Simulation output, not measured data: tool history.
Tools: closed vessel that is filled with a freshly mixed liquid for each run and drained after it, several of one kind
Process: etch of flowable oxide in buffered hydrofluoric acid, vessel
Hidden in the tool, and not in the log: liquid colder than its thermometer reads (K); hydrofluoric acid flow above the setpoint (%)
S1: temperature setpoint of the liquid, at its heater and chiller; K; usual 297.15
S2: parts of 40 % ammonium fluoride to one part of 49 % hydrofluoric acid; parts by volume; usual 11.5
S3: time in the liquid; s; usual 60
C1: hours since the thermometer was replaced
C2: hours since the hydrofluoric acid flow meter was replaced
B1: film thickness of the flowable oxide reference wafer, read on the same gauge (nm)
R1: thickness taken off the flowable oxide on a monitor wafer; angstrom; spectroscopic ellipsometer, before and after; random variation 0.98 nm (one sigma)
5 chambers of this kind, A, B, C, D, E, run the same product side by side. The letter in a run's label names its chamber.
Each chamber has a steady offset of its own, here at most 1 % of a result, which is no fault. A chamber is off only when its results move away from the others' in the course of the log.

Run 1D, hour 9.9: usual settings; C1 446.7; C2 654.1; B1 69.983. Result: R1 1958.8 angstrom.
Run 2B, hour 16.6: usual settings; C1 157.1; C2 188.4; B1 70.004. Result: R1 1975 angstrom.
Run 3A, hour 27.6: usual settings; C1 894.7; C2 120.9; B1 69.999. Result: R1 1962.8 angstrom.
Run 4C, hour 37.7: usual settings; C1 2450.7; C2 645.3; B1 70.009. Result: R1 1955.1 angstrom.
Run 5E, hour 46.6: usual settings; C1 403; C2 464.4; B1 70.005. Result: R1 1989.5 angstrom.
Run 6B, hour 56.4: usual settings; C1 196.9; C2 228.2; B1 69.991. Result: R1 1973.9 angstrom.
Run 7E, hour 67: usual settings; C1 423.4; C2 484.8; B1 70.008. Result: R1 1966.4 angstrom.
Run 8C, hour 74.3: usual settings; C1 2487.3; C2 681.9; B1 70.013. Result: R1 1977.8 angstrom.
At hour 79.7: chamber C: thermometer replaced.
Run 9A, hour 83.1: usual settings but S1 294.15 K, S2 10 parts by volume; C1 950.2; C2 176.4; B1 70. Result: R1 1921 angstrom.
Run 10D, hour 89.1: usual settings but S1 294.15 K, S2 10 parts by volume; C1 525.9; C2 733.3; B1 70.005. Result: R1 1911.6 angstrom.
Run 11B, hour 94.9: usual settings but S1 294.15 K, S2 10 parts by volume; C1 235.4; C2 266.7; B1 69.994. Result: R1 1905.8 angstrom.
Run 12E, hour 101.3: usual settings but S1 294.15 K, S2 10 parts by volume; C1 457.7; C2 519.1; B1 70.002. Result: R1 1911.4 angstrom.
Run 13D, hour 109.5: usual settings but S1 294.15 K, S2 10 parts by volume; C1 546.3; C2 753.7; B1 70.011. Result: R1 1911.6 angstrom.
Run 14A, hour 117.6: usual settings but S2 13 parts by volume; C1 984.7; C2 210.9; B1 69.994. Result: R1 1751.3 angstrom.
Run 15C, hour 126.9: usual settings but S2 13 parts by volume; C1 47.2; C2 734.5; B1 69.993. Result: R1 1745.7 angstrom.
At hour 127.6: chamber E: hydrofluoric acid flow meter replaced.
Run 16C, hour 137.2: usual settings but S2 13 parts by volume; C1 57.5; C2 744.8; B1 70.021. Result: R1 1740 angstrom.
Run 17B, hour 144.1: usual settings but S2 13 parts by volume; C1 284.6; C2 315.9; B1 70.007. Result: R1 1753.7 angstrom.
Run 18E, hour 150.3: usual settings but S2 13 parts by volume; C1 506.7; C2 22.7; B1 70.018. Result: R1 1720.2 angstrom.
Run 19D, hour 157.4: usual settings; C1 594.2; C2 801.6; B1 69.993. Result: R1 1970 angstrom.
Run 20A, hour 168.1: usual settings; C1 1035.2; C2 261.4; B1 69.993. Result: R1 1956.8 angstrom.
Run 21E, hour 177: usual settings; C1 533.4; C2 49.4; B1 69.989. Result: R1 1922.7 angstrom.
Run 22C, hour 184.4: usual settings; C1 104.7; C2 792; B1 69.987. Result: R1 1966.1 angstrom.
Run 23D, hour 194.6: usual settings; C1 631.4; C2 838.8; B1 69.984. Result: R1 1977.1 angstrom.
Run 24B, hour 202: usual settings; C1 342.5; C2 373.8; B1 69.999. Result: R1 1972.4 angstrom.
Run 25A, hour 209.8: usual settings but S1 294.15 K, S2 8 parts by volume; C1 1076.9; C2 303.1; B1 69.988. Result: R1 2332.1 angstrom.
Run 26B, hour 220.2: usual settings but S1 294.15 K, S2 8 parts by volume; C1 360.7; C2 392; B1 70.007. Result: R1 2330 angstrom.
Run 27A, hour 230.6: usual settings but S1 294.15 K, S2 8 parts by volume; C1 1097.7; C2 323.9; B1 70.006. Result: R1 2324.1 angstrom.
Run 28D, hour 241: usual settings but S1 294.15 K, S2 8 parts by volume; C1 677.8; C2 885.2; B1 70.007. Result: R1 2310.4 angstrom.
Run 29E, hour 247.4: usual settings but S1 294.15 K, S2 8 parts by volume; C1 603.8; C2 119.8; B1 70.021. Result: R1 2251.7 angstrom.
Run 30C, hour 253.3: usual settings; C1 173.6; C2 860.9; B1 70.004. Result: R1 1973.5 angstrom.
Run 31E, hour 259.9: usual settings; C1 616.3; C2 132.3; B1 70.016. Result: R1 1893.1 angstrom.
Run 32C, hour 269.6: usual settings; C1 189.9; C2 877.2; B1 69.999. Result: R1 1966.9 angstrom.
Run 33D, hour 280.8: usual settings; C1 717.6; C2 925; B1 70.014. Result: R1 1977.7 angstrom.
Run 34B, hour 286.1: usual settings but S2 15 parts by volume; C1 426.6; C2 457.9; B1 69.992. Result: R1 1506 angstrom.
Run 35A, hour 297.6: usual settings but S2 15 parts by volume; C1 1164.7; C2 390.9; B1 70.01. Result: R1 1527.1 angstrom.
Run 36C, hour 303.5: usual settings but S2 15 parts by volume; C1 223.8; C2 911.1; B1 69.998. Result: R1 1515.5 angstrom.
Run 37B, hour 313.1: usual settings but S2 15 parts by volume; C1 453.6; C2 484.9; B1 70.002. Result: R1 1510.5 angstrom.
Run 38D, hour 318.4: usual settings but S2 15 parts by volume; C1 755.2; C2 962.6; B1 70.001. Result: R1 1520.5 angstrom.
Run 39A, hour 324.2: usual settings; C1 1191.3; C2 417.5; B1 70.012. Result: R1 1967.9 angstrom.

Next, every chamber runs the same settings. What will each give?
Run 40A, hour 332.4: usual settings but S1 298.65 K. Result: R1 ?.
Run 40B, hour 332.4: usual settings but S1 298.65 K. Result: R1 ?.
Run 40C, hour 332.4: usual settings but S1 298.65 K. Result: R1 ?.
Run 40D, hour 332.4: usual settings but S1 298.65 K. Result: R1 ?.
Run 40E, hour 332.4: usual settings but S1 298.65 K. Result: R1 ?.

run      R1
40A  2155.1
40B  2132.9
40C  2129.8
40D  2124.3
40E  1999.2
